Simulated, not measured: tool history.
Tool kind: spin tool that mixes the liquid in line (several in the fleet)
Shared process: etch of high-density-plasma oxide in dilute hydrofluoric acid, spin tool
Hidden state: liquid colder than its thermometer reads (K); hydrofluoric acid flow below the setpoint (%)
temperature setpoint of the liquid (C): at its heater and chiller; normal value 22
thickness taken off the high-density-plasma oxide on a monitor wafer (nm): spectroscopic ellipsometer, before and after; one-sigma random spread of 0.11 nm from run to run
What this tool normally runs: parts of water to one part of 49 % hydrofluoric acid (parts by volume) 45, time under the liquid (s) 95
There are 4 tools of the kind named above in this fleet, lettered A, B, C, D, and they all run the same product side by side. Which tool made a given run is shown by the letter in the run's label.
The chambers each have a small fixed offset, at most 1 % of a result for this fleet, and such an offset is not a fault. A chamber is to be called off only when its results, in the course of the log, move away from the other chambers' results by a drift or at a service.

run	hour	temperature setpoint of the liquid (C)	parts of water to one part of 49 % hydrofluoric acid (parts by volume)	time under the liquid (s)	hours since the thermometer was replaced	hours since the hydrofluoric acid flow meter was replaced	read-back film thickness of the high-density-plasma oxide reference wafer, read on the same gauge (nm)	thickness taken off the high-density-plasma oxide on a monitor wafer (nm)
1A	4.6	22	45	95	8.8	1660.7	109.99	10.874
2C	8.1	22	45	95	713.2	1564.8	109.99	10.534
3D	13	22	45	95	869.5	504.3	109.99	10.417
4B	16.8	22	45	95	226.5	534.7	110.01	10.747
5C	21.8	22	45	145	726.9	1578.5	110	16.096
6D	26.7	22	45	145	883.2	518	109.99	15.853
7B	29.3	22	45	145	239	547.2	110.01	16.119
8A	32.6	22	45	145	36.8	1688.7	110	16.45
9C	35.7	22	45	95	740.8	1592.4	109.99	10.535
10D	39.7	22	45	95	896.2	531	110	10.481
11A	43.2	22	45	95	47.4	1699.3	109.99	10.597
12B	47.9	22	45	95	257.6	565.8	109.99	10.687
13A	52.7	22	45	95	56.9	1708.8	110	10.543
14B	56	20	30	95	265.7	573.9	110.02	15.197
15D	59.5	20	30	95	916	550.8	109.99	14.88
16C	63.1	20	30	95	768.2	1619.8	110.02	14.841
17B	66.3	20	30	95	276	584.2	109.99	14.915
18C	70.7	22	45	95	775.8	1627.4	109.98	10.676
19A	73.8	22	45	95	78	1729.9	110	10.552
20D	78.5	22	45	95	935	569.8	110	10.5
21D	82.4	22	45	95	938.9	573.7	109.99	10.447
22B	86.9	22	45	95	296.6	604.8	110	10.47
23C	91.8	22	45	95	796.9	1648.5	109.99	10.872
24A	95.5	22	45	95	99.7	1751.6	109.99	10.591
25B	98.5	22	45	95	308.2	616.4	110.01	10.877
26A	101	18.5	45	95	105.2	1757.1	109.99	9.2378
27D	105.4	18.5	45	95	961.9	596.7	110	8.8984
28C	110.2	18.5	45	95	815.3	1666.9	110	9.1883
29A	115.2	18.5	45	95	119.4	1771.3	110	9.2142
30B	119.8	22	45	75	329.5	637.7	110	8.3786
31C	122.3	22	45	75	827.4	1679	109.99	8.4419
32D	125.9	22	45	75	982.4	617.2	110	8.2445
33D	130.8	22	45	75	987.3	622.1	110.01	8.4044
34B	134.7	22	45	95	344.4	652.6	110	10.741
35C	138	22	45	95	843.1	1694.7	109.99	10.45
36A	140.2	22	45	95	144.4	1796.3	110.01	10.449
37D	143.9	22	45	95	1000.4	635.2	110	10.515
38C	148.8	22	45	95	853.9	1705.5	110	10.715
39A	153.4	22	45	140	157.6	1809.5	110	15.801
40B	157.5	22	45	140	367.2	675.4	110	15.614
41B	159.8	22	45	140	369.5	677.7	109.98	16.044
42A	162.9	22	45	140	167.1	1819	110	15.871

Has any chamber moved away from the others, gradually or after a service, or does the common gauge drift, or do the chambers differ only by their own small steady offsets? State the chamber and the most likely cause if one applies.

Nothing is wrong: each chamber keeps only its own small, steady offset and the gauge holds still.
